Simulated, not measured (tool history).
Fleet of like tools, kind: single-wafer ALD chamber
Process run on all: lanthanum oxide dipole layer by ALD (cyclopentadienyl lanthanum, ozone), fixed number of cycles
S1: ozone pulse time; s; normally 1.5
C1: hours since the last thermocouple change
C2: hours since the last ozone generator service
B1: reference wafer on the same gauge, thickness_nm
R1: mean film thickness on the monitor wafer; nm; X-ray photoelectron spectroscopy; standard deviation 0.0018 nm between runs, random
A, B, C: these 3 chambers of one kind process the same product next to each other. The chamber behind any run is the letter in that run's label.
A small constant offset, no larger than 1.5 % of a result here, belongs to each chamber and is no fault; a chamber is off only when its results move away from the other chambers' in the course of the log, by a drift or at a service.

{"run": "1B", "day": 0.183, "S1": 1.5, "C1": 2123.6, "C2": 303.3, "B1": 0.6533, "R1": 0.55456}
{"run": "2A", "day": 0.288, "S1": 1.5, "C1": 19.3, "C2": 1430.5, "B1": 0.65228, "R1": 0.5462}
{"run": "3C", "day": 0.442, "S1": 1.5, "C1": 182.5, "C2": 102.1, "B1": 0.65323, "R1": 0.55322}
{"run": "4B", "day": 0.575, "S1": 1.5, "C1": 2133, "C2": 312.7, "B1": 0.65351, "R1": 0.55468}
{"run": "5A", "day": 0.679, "S1": 1.5, "C1": 28.7, "C2": 1439.9, "B1": 0.65285, "R1": 0.54537}
{"run": "6C", "day": 0.767, "S1": 1.5, "C1": 190.3, "C2": 109.9, "B1": 0.65294, "R1": 0.551}
{"run": "7C", "day": 0.917, "S1": 1.5, "C1": 193.9, "C2": 113.5, "B1": 0.65326, "R1": 0.55197}
{"run": "8A", "day": 1.008, "S1": 1.5, "C1": 36.6, "C2": 1447.8, "B1": 0.65268, "R1": 0.54716}
{"run": "9B", "day": 1.096, "S1": 1.5, "C1": 2145.5, "C2": 325.2, "B1": 0.65282, "R1": 0.55761}
{"run": "10B", "day": 1.188, "S1": 1.5, "C1": 2147.7, "C2": 327.4, "B1": 0.65274, "R1": 0.55198}
{"run": "11A", "day": 1.358, "S1": 1.5, "C1": 45, "C2": 1456.2, "B1": 0.65305, "R1": 0.54692}
{"run": "12C", "day": 1.55, "S1": 1.5, "C1": 209.1, "C2": 128.7, "B1": 0.65296, "R1": 0.55395}
{"run": "13A", "day": 1.654, "S1": 1.5, "C1": 52.1, "C2": 1463.3, "B1": 0.6534, "R1": 0.54304}
{"run": "14B", "day": 1.779, "S1": 1.5, "C1": 2161.9, "C2": 341.6, "B1": 0.65297, "R1": 0.55504}
{"run": "15C", "day": 1.929, "S1": 1.5, "C1": 218.2, "C2": 137.8, "B1": 0.6528, "R1": 0.55086}
{"run": "16A", "day": 2.092, "S1": 1.98, "C1": 62.6, "C2": 1473.8, "B1": 0.65332, "R1": 0.56253}
{"run": "17C", "day": 2.238, "S1": 1.98, "C1": 225.6, "C2": 145.2, "B1": 0.65243, "R1": 0.56995}
{"run": "18B", "day": 2.429, "S1": 1.98, "C1": 2177.5, "C2": 357.2, "B1": 0.6536, "R1": 0.57319}
{"run": "19B", "day": 2.604, "S1": 1.5, "C1": 2181.7, "C2": 361.4, "B1": 0.6526, "R1": 0.5524}
{"run": "20A", "day": 2.754, "S1": 1.5, "C1": 78.5, "C2": 1489.7, "B1": 0.65287, "R1": 0.54776}
{"run": "21C", "day": 2.908, "S1": 1.5, "C1": 241.7, "C2": 161.3, "B1": 0.65281, "R1": 0.54999}
{"run": "22B", "day": 3.004, "S1": 1.5, "C1": 2191.3, "C2": 371, "B1": 0.65359, "R1": 0.55212}
{"run": "23A", "day": 3.125, "S1": 1.5, "C1": 87.4, "C2": 1498.6, "B1": 0.65327, "R1": 0.54483}
{"run": "24C", "day": 3.229, "S1": 1.5, "C1": 249.4, "C2": 169, "B1": 0.65256, "R1": 0.54897}
{"run": "25B", "day": 3.412, "S1": 2.01, "C1": 2201.1, "C2": 380.8, "B1": 0.65376, "R1": 0.57402}
{"run": "26A", "day": 3.6, "S1": 2.01, "C1": 98.8, "C2": 1510, "B1": 0.65256, "R1": 0.56448}
{"run": "27C", "day": 3.712, "S1": 2.01, "C1": 261, "C2": 180.6, "B1": 0.65242, "R1": 0.57227}
{"run": "28B", "day": 3.812, "S1": 1.5, "C1": 2210.7, "C2": 390.4, "B1": 0.65293, "R1": 0.55527}
{"run": "29A", "day": 3.962, "S1": 1.5, "C1": 107.5, "C2": 1518.7, "B1": 0.65293, "R1": 0.54865}
{"run": "30C", "day": 4.121, "S1": 1.5, "C1": 270.8, "C2": 190.4, "B1": 0.65299, "R1": 0.55319}
{"run": "31B", "day": 4.271, "S1": 1.5, "C1": 2221.7, "C2": 401.4, "B1": 0.65311, "R1": 0.55329}
{"run": "32A", "day": 4.367, "S1": 1.74, "C1": 117.2, "C2": 1528.4, "B1": 0.65327, "R1": 0.55733}
{"run": "33C", "day": 4.496, "S1": 1.74, "C1": 279.8, "C2": 199.4, "B1": 0.65279, "R1": 0.56314}
{"run": "34A", "day": 4.633, "S1": 1.74, "C1": 123.6, "C2": 1534.8, "B1": 0.65302, "R1": 0.55483}
{"day": 4.692, "done": "chamber B: thermocouple changed; heater temperature recalibrated"}
{"run": "35C", "day": 4.738, "S1": 1.5, "C1": 285.6, "C2": 205.2, "B1": 0.65334, "R1": 0.55176}
{"run": "36B", "day": 4.921, "S1": 1.5, "C1": 5.5, "C2": 417, "B1": 0.65278, "R1": 0.55585}
{"run": "37B", "day": 5.083, "S1": 1.82, "C1": 9.4, "C2": 420.9, "B1": 0.65283, "R1": 0.56684}

Is one chamber off against the others, does the gauge drift, or is nothing wrong? If a chamber is off, say which, and what the likeliest cause is.

All chambers stay in line apart from their small fixed offsets, and the gauge does not drift.
